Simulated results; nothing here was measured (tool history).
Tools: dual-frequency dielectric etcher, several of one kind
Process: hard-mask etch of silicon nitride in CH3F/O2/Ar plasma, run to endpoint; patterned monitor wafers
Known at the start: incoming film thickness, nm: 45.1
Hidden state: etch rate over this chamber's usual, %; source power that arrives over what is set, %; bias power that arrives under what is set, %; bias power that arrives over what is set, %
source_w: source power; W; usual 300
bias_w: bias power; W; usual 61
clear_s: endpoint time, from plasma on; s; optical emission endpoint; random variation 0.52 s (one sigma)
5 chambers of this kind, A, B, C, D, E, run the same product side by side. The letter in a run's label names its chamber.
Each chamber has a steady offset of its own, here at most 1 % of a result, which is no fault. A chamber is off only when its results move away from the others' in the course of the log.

run,hour,source_w,bias_w,hours since the last wet clean,hours since the last source power generator calibration,hours since the last bias power generator calibration,clear_s
1C,8.4,300,61,180.7,1189.1,369.5,76.456
# hour 9.7: chamber B: wet clean of the chamber
2D,14.3,300,61,482.9,736.8,148.6,77.473
3A,19.2,300,61,87.7,772.4,3988.9,76.558
4E,25.0,300,61,280.4,2846.3,3850.3,76.694
5B,30.6,300,61,21.0,869.3,1790.2,77.741
6E,36.3,300,61,291.7,2857.6,3861.6,77.337
7B,45.3,300,55,35.7,884.0,1804.9,80.621
8A,53.8,300,55,122.3,807.0,4023.5,80.286
9D,62.8,300,55,531.4,785.3,197.1,79.788
10C,67.7,300,55,240.0,1248.4,428.8,80.302
# hour 73.6: chamber A: bias power generator calibrated
11D,78.2,300,55,546.8,800.7,212.5,79.290
# hour 81.6: chamber E: source power generator calibrated
12A,87.5,300,61,156.0,840.7,13.9,77.821
13B,97.8,300,61,88.2,936.5,1857.4,76.919
14E,104.6,300,61,360.0,23.1,3929.9,76.435
# hour 105.4: chamber D: wet clean of the chamber
15C,109.5,300,61,281.8,1290.2,470.6,76.657
16C,114.4,300,61,286.7,1295.1,475.5,76.735
17E,124.1,300,61,379.5,42.6,3949.4,76.241
18D,131.6,300,61,26.2,854.1,265.9,77.296
19A,141.4,300,61,209.9,894.6,67.8,77.405
20B,149.1,300,61,139.5,987.8,1908.7,77.909
21A,155.4,300,61,223.9,908.6,81.8,77.766
22E,165.3,300,61,420.7,83.8,3990.6,77.133
23C,170.5,300,61,342.8,1351.2,531.6,75.830
24B,180.9,300,61,171.3,1019.6,1940.5,77.419
25D,187.0,300,61,81.6,909.5,321.3,77.306
26B,194.1,300,61,184.5,1032.8,1953.7,76.736
27C,204.0,300,61,376.3,1384.7,565.1,75.103
28E,208.9,300,48,464.3,127.4,4034.2,82.596
29A,214.3,300,48,282.8,967.5,140.7,83.158
30D,219.7,300,48,114.3,942.2,354.0,82.547
31D,227.8,300,48,122.4,950.3,362.1,83.418
32E,233.7,300,48,489.1,152.2,4059.0,82.813
33B,243.7,300,61,234.1,1082.4,2003.3,76.425
# hour 244.8: chamber E: wet clean of the chamber
34C,253.5,300,61,425.8,1434.2,614.6,74.286
35A,261.5,300,61,330.0,1014.7,187.9,77.008
36B,271.4,300,61,261.8,1110.1,2031.0,76.435
37D,277.7,300,61,172.3,1000.2,412.0,77.377
38E,288.5,230,75,43.7,207.0,4113.8,78.622
39A,295.7,230,75,364.2,1048.9,222.1,79.529
40C,302.8,230,75,475.1,1483.5,663.9,76.227

All 5 chambers run these settings next. Forecast each chamber's results:
41A,310.5,300,61,,,,?
41B,310.5,300,61,,,,?
41C,310.5,300,61,,,,?
41D,310.5,300,61,,,,?
41E,310.5,300,61,,,,?

run,clear_s
41A,77.318
41B,77.269
41C,73.614
41D,76.987
41E,76.508
